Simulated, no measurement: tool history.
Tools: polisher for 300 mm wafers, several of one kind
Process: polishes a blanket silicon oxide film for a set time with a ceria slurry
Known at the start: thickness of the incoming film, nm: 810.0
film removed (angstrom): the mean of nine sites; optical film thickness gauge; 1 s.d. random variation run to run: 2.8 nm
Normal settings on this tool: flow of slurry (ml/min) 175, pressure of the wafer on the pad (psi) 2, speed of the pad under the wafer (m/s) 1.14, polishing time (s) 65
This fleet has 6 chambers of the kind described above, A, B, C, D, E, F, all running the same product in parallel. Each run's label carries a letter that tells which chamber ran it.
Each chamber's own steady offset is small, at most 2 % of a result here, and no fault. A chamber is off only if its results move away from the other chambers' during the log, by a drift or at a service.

| run | hour | flow of slurry (ml/min) | pressure of the wafer on the pad (psi) | speed of the pad under the wafer (m/s) | polishing time (s) | film removed (angstrom) |
|---|---|---|---|---|---|---|
|  | 3.9 | chamber A: worn pad replaced by a new one |
| 1A | 4.4 | 175 | 2 | 1.14 | 65 | 2589.0 |
| 2C | 7.7 | 175 | 2 | 1.14 | 65 | 2529.0 |
|  | 11.9 | chamber D: slurry nozzle cleaned |
| 3D | 12.3 | 175 | 2 | 1.14 | 65 | 2471.2 |
| 4B | 14.4 | 175 | 2 | 1.14 | 65 | 2480.1 |
| 5F | 18.2 | 175 | 2 | 1.14 | 65 | 2503.8 |
| 6E | 22.2 | 175 | 2 | 1.14 | 65 | 2470.2 |
|  | 25.5 | chamber F: worn pad replaced by a new one |
| 7A | 26.0 | 175 | 2 | 1.14 | 65 | 2564.4 |
|  | 26.7 | chamber E: worn pad replaced by a new one |
|  | 27.9 | chamber D: worn pad replaced by a new one |
| 8D | 30.7 | 175 | 2 | 1.14 | 65 | 2508.0 |
| 9E | 34.6 | 175 | 2 | 1.14 | 65 | 2510.9 |
| 10B | 36.8 | 175 | 2 | 1.46 | 65 | 3182.4 |
| 11F | 41.0 | 175 | 2 | 1.46 | 65 | 3297.9 |
| 12C | 45.0 | 175 | 2 | 1.46 | 65 | 3295.0 |
|  | 48.8 | chamber C: worn pad replaced by a new one |
| 13E | 49.0 | 175 | 2 | 1.46 | 65 | 3171.2 |
|  | 51.2 | chamber A: slurry nozzle cleaned |
| 14C | 52.7 | 175 | 2 | 1.46 | 65 | 3273.4 |
| 15F | 57.0 | 175 | 2 | 1.46 | 65 | 3246.9 |
| 16A | 60.7 | 175 | 2 | 1.14 | 65 | 2537.3 |
| 17D | 64.4 | 175 | 2 | 1.14 | 65 | 2540.8 |
|  | 66.7 | chamber E: worn pad replaced by a new one |
| 18B | 67.3 | 175 | 2 | 1.14 | 65 | 2520.1 |
|  | 68.1 | chamber B: worn pad replaced by a new one |
| 19C | 69.5 | 175 | 2 | 1.14 | 65 | 2479.6 |
| 20F | 71.6 | 175 | 2 | 1.14 | 65 | 2460.4 |
| 21D | 73.7 | 175 | 2 | 1.14 | 65 | 2463.2 |
| 22E | 77.3 | 175 | 2 | 1.14 | 65 | 2495.5 |
| 23A | 81.1 | 175 | 2 | 1.14 | 65 | 2522.5 |
| 24B | 83.7 | 175 | 2 | 1.14 | 65 | 2446.4 |
| 25F | 87.4 | 175 | 2 | 1.14 | 65 | 2491.2 |
| 26C | 90.9 | 175 | 2 | 0.84 | 65 | 1853.6 |
| 27D | 94.0 | 175 | 2 | 0.84 | 65 | 1851.6 |
| 28E | 96.3 | 175 | 2 | 0.84 | 65 | 1857.3 |
|  | 98.3 | chamber A: worn pad replaced by a new one |
| 29A | 100.1 | 175 | 2 | 0.84 | 65 | 1841.1 |
|  | 101.6 | chamber F: worn pad replaced by a new one |
|  | 101.7 | chamber E: worn pad replaced by a new one |
| 30B | 104.6 | 175 | 2 | 0.84 | 65 | 1784.2 |
| 31F | 108.8 | 175 | 2 | 0.84 | 65 | 1852.9 |
| 32D | 112.1 | 175 | 2 | 1.14 | 65 | 2475.5 |
|  | 113.2 | chamber D: worn pad replaced by a new one |
| 33E | 116.6 | 175 | 2 | 1.14 | 65 | 2480.0 |
|  | 118.9 | chamber F: slurry nozzle cleaned |
| 34B | 121.3 | 175 | 2 | 1.14 | 65 | 2524.1 |
|  | 122.4 | chamber C: worn pad replaced by a new one |
| 35C | 123.4 | 175 | 2 | 1.14 | 65 | 2523.8 |
| 36A | 126.5 | 175 | 2 | 1.14 | 65 | 2586.7 |
| 37B | 129.1 | 175 | 2 | 1.14 | 65 | 2500.6 |
| 38F | 133.6 | 175 | 2 | 1.14 | 65 | 2517.1 |
| 39D | 135.9 | 225 | 2 | 1.14 | 65 | 2615.6 |
| 40C | 138.3 | 225 | 2 | 1.14 | 65 | 2623.4 |
| 41A | 141.5 | 225 | 2 | 1.14 | 65 | 2652.4 |

Which is it: a chamber that has drifted or been left off by a service, a gauge drift common to all chambers, or only each chamber's usual small offset? If a chamber is off, name it and its likeliest cause.

Beyond each chamber's small constant offset nothing stands out, and the gauge stays steady.
